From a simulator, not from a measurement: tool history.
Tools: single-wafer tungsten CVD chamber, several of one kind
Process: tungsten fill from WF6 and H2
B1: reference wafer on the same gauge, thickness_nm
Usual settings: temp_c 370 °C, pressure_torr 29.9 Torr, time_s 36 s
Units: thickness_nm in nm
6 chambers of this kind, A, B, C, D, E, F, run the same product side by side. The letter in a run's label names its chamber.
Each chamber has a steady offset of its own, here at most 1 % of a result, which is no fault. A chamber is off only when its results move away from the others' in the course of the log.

Run 1A, day 0.354: usual settings; B1 52.159. Result: thickness_nm 57.383 nm.
Run 2B, day 0.838: usual settings; B1 52.108. Result: thickness_nm 57.91 nm.
Run 3F, day 1.183: usual settings; B1 52.15. Result: thickness_nm 57.461 nm.
At day 1.667: chamber E: thermocouple changed; heater temperature recalibrated.
Run 4C, day 1.854: usual settings; B1 52.181. Result: thickness_nm 57.874 nm.
Run 5E, day 2.412: usual settings; B1 52.193. Result: thickness_nm 56.87 nm.
Run 6D, day 2.721: usual settings; B1 52.183. Result: thickness_nm 58.35 nm.
Run 7E, day 3.4: usual settings; B1 52.237. Result: thickness_nm 56.976 nm.
At day 3.746: chamber A: capacitance manometer re-zeroed and calibrated.
Run 8D, day 3.858: usual settings; B1 52.211. Result: thickness_nm 58.36 nm.
Run 9A, day 4.529: usual settings; B1 52.189. Result: thickness_nm 57.796 nm.
Run 10B, day 5.042: usual settings; B1 52.211. Result: thickness_nm 57.979 nm.
Run 11F, day 5.654: usual settings; B1 52.23. Result: thickness_nm 57.368 nm.
Run 12C, day 5.979: usual settings; B1 52.157. Result: thickness_nm 57.979 nm.
Run 13A, day 6.392: usual settings; B1 52.202. Result: thickness_nm 57.469 nm.
Run 14B, day 6.883: usual settings; B1 52.278. Result: thickness_nm 57.566 nm.
Run 15F, day 7.283: usual settings; B1 52.177. Result: thickness_nm 58.038 nm.
Run 16D, day 7.804: usual settings; B1 52.192. Result: thickness_nm 58.016 nm.
Run 17E, day 8.45: usual settings; B1 52.173. Result: thickness_nm 57.086 nm.
At day 8.629: chamber A: thermocouple changed; heater temperature recalibrated.
Run 18C, day 9.108: usual settings; B1 52.213. Result: thickness_nm 57.737 nm.
At day 9.712: chamber D: thermocouple changed; heater temperature recalibrated.
At day 9.742: chamber D: capacitance manometer re-zeroed and calibrated.
Run 19F, day 9.75: usual settings but temp_c 378 °C, pressure_torr 27.3 Torr; B1 52.247. Result: thickness_nm 65.113 nm.
Run 20D, day 10.071: usual settings but temp_c 378 °C, pressure_torr 27.3 Torr; B1 52.194. Result: thickness_nm 65.767 nm.
Run 21C, day 10.421: usual settings but temp_c 378 °C, pressure_torr 27.3 Torr; B1 52.216. Result: thickness_nm 65.468 nm.
Run 22B, day 10.783: usual settings but temp_c 378 °C, pressure_torr 27.3 Torr; B1 52.225. Result: thickness_nm 65.461 nm.
Run 23A, day 11.367: usual settings but temp_c 378 °C, pressure_torr 27.3 Torr; B1 52.18. Result: thickness_nm 68.616 nm.
Run 24E, day 11.983: usual settings but temp_c 378 °C, pressure_torr 27.3 Torr; B1 52.148. Result: thickness_nm 63.926 nm.
Run 25A, day 12.575: usual settings; B1 52.133. Result: thickness_nm 60.435 nm.
Run 26B, day 12.879: usual settings; B1 52.174. Result: thickness_nm 57.81 nm.
Run 27E, day 13.229: usual settings; B1 52.217. Result: thickness_nm 56.85 nm.
At day 13.438: chamber B: thermocouple changed; heater temperature recalibrated.
Run 28D, day 13.779: usual settings but pressure_torr 27.5 Torr, time_s 40.9 s; B1 52.21. Result: thickness_nm 63.317 nm.
Run 29F, day 14.217: usual settings but pressure_torr 27.5 Torr, time_s 40.9 s; B1 52.189. Result: thickness_nm 62.818 nm.
Run 30C, day 14.804: usual settings but pressure_torr 27.5 Torr, time_s 40.9 s; B1 52.162. Result: thickness_nm 63.382 nm.
Run 31A, day 15.121: usual settings but pressure_torr 27.5 Torr, time_s 40.9 s; B1 52.228. Result: thickness_nm 65.284 nm.
Run 32B, day 15.758: usual settings but pressure_torr 27.5 Torr, time_s 40.9 s; B1 52.123. Result: thickness_nm 63.129 nm.
Run 33E, day 16.392: usual settings but pressure_torr 27.5 Torr, time_s 40.9 s; B1 52.171. Result: thickness_nm 62.607 nm.
Run 34F, day 16.875: usual settings but temp_c 383 °C; B1 52.16. Result: thickness_nm 75.313 nm.
Run 35D, day 17.504: usual settings but temp_c 383 °C; B1 52.247. Result: thickness_nm 76.564 nm.
Run 36C, day 17.967: usual settings but temp_c 383 °C; B1 52.144. Result: thickness_nm 75.682 nm.
Run 37F, day 18.575: usual settings but temp_c 383 °C; B1 52.215. Result: thickness_nm 74.596 nm.

Is one chamber off against the others, does the gauge drift, or is nothing wrong? If a chamber is off, say which, and what the likeliest cause is.

A service left chamber A off against the others.
Cause: wafer temperature above the value expected at the setpoint (K) = 2.62.

Here are 4 candidates for chamber A's next run, each the usual settings with a change, their results left as question marks. Which one brings its results back in line with what the others give on the usual settings?
In line means no further than this from the other chambers' mean on the usual settings: thickness_nm 1 nm
Run 38A-1, day 19.067: usual settings but pressure_torr 30.2 Torr, time_s 36.5 s. Result: thickness_nm ?.
Run 38A-2, day 19.067: usual settings but time_s 35.3 s. Result: thickness_nm ?.
Run 38A-3, day 19.067: usual settings but pressure_torr 30.7 Torr, time_s 37.3 s. Result: thickness_nm ?.
Run 38A-4, day 19.067: usual settings but time_s 34.2 s. Result: thickness_nm ?.

The other chambers' mean on the usual settings: thickness_nm 57.68 nm
  run  thickness_nm
38A-1        61.564
38A-2        59.251
38A-3        63.406
38A-4        57.398
38A-4 brings the chamber back in line.
